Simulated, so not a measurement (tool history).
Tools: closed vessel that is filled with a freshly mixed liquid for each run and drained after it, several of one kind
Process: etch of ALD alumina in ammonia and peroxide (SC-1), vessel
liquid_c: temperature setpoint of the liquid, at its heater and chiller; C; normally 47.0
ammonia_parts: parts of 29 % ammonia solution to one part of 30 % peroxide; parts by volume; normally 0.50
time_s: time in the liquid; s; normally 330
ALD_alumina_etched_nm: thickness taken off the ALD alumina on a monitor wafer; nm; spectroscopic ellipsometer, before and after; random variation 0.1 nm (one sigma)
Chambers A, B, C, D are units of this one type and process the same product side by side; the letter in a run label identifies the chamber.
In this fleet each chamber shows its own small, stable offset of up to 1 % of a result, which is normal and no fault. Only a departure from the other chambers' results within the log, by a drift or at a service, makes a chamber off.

run	hour	liquid_c	ammonia_parts	time_s	hours since the thermometer was replaced	hours since the ammonia flow meter was replaced	hours since the drum of ammonia solution was connected	read-back film thickness of the ALD alumina reference wafer, read on the same gauge (nm)	ALD_alumina_etched_nm
1C	7.9	47.0	0.50	330	46.0	420.9	165.4	30.003	10.9710
# hour 10.7: chamber A: ammonia flow meter replaced
2A	14.1	47.0	0.50	330	1321.6	3.5	277.8	29.961	11.1230
3B	20.2	47.0	0.50	330	82.1	328.5	403.9	30.020	11.2420
4D	28.7	47.0	0.50	330	1712.8	459.1	294.6	29.996	11.1930
5B	35.4	47.0	0.50	330	97.3	343.7	419.1	30.015	11.0740
# hour 42.7: chamber A: new drum of ammonia solution connected
6A	44.1	47.0	0.50	330	1351.6	33.5	1.4	29.982	11.2430
7C	52.8	47.0	0.50	330	90.9	465.8	210.3	30.017	11.0480
8D	58.5	47.0	0.50	330	1742.6	488.9	324.4	29.979	11.2030
9B	68.3	47.0	0.50	330	130.2	376.6	452.0	30.002	11.3370
10A	73.0	47.0	0.50	330	1380.5	62.4	30.3	29.998	11.2070
11C	82.1	47.0	0.50	330	120.2	495.1	239.6	29.970	11.3450
12D	89.4	56.5	0.50	230	1773.5	519.8	355.3	29.969	12.9290
13C	98.2	56.5	0.50	230	136.3	511.2	255.7	30.016	12.9480
14B	106.6	56.5	0.50	230	168.5	414.9	490.3	29.999	13.2120
# hour 111.2: chamber C: ammonia flow meter replaced
15A	111.3	56.5	0.50	230	1418.8	100.7	68.6	30.020	13.0630
16D	120.7	47.0	0.50	330	1804.8	551.1	386.6	29.942	11.2440
17D	129.3	47.0	0.30	230	1813.4	559.7	395.2	29.994	7.4338
18B	137.9	47.0	0.30	230	199.8	446.2	521.6	30.030	7.6135
19A	142.7	47.0	0.30	230	1450.2	132.1	100.0	30.044	7.2865
20C	148.6	47.0	0.30	230	186.7	37.4	306.1	30.042	7.4643
21C	158.6	47.0	0.50	330	196.7	47.4	316.1	29.995	11.0140
22B	163.1	47.0	0.50	330	225.0	471.4	546.8	30.018	11.4000
23A	169.6	47.0	0.50	330	1477.1	159.0	126.9	30.013	11.3230
24D	178.4	47.0	0.50	330	1862.5	608.8	444.3	29.996	11.1460
25B	185.8	47.0	0.50	330	247.7	494.1	569.5	29.990	11.0720
26C	191.6	47.0	0.50	330	229.7	80.4	349.1	29.988	11.2640
27A	196.4	42.0	0.35	330	1503.9	185.8	153.7	30.018	8.0707
28D	204.9	42.0	0.35	330	1889.0	635.3	470.8	29.987	8.2109
29C	211.7	42.0	0.35	330	249.8	100.5	369.2	30.012	8.1707
30A	218.9	42.0	0.35	330	1526.4	208.3	176.2	30.018	8.1556
# hour 223.9: chamber D: new drum of ammonia solution connected
# hour 224.0: chamber D: thermometer replaced
31B	225.3	47.0	0.50	330	287.2	533.6	609.0	29.999	11.1720
32D	230.7	47.0	0.50	330	6.8	661.1	6.8	30.005	11.1960
33C	237.4	47.0	0.50	330	275.5	126.2	394.9	29.989	11.1910
34D	243.1	47.0	0.50	330	19.2	673.5	19.2	29.977	11.3280
# hour 246.9: chamber A: thermometer replaced
35B	248.2	50.5	0.75	330	310.1	556.5	631.9	30.033	14.1990
36A	252.6	50.5	0.75	330	5.7	242.0	209.9	30.003	14.1380

Is one chamber off against the others, does the gauge drift, or is nothing wrong? If a chamber is off, say which, and what the likeliest cause is.

Neither any chamber nor the gauge drifts; the chambers differ only by their own small, steady offsets.
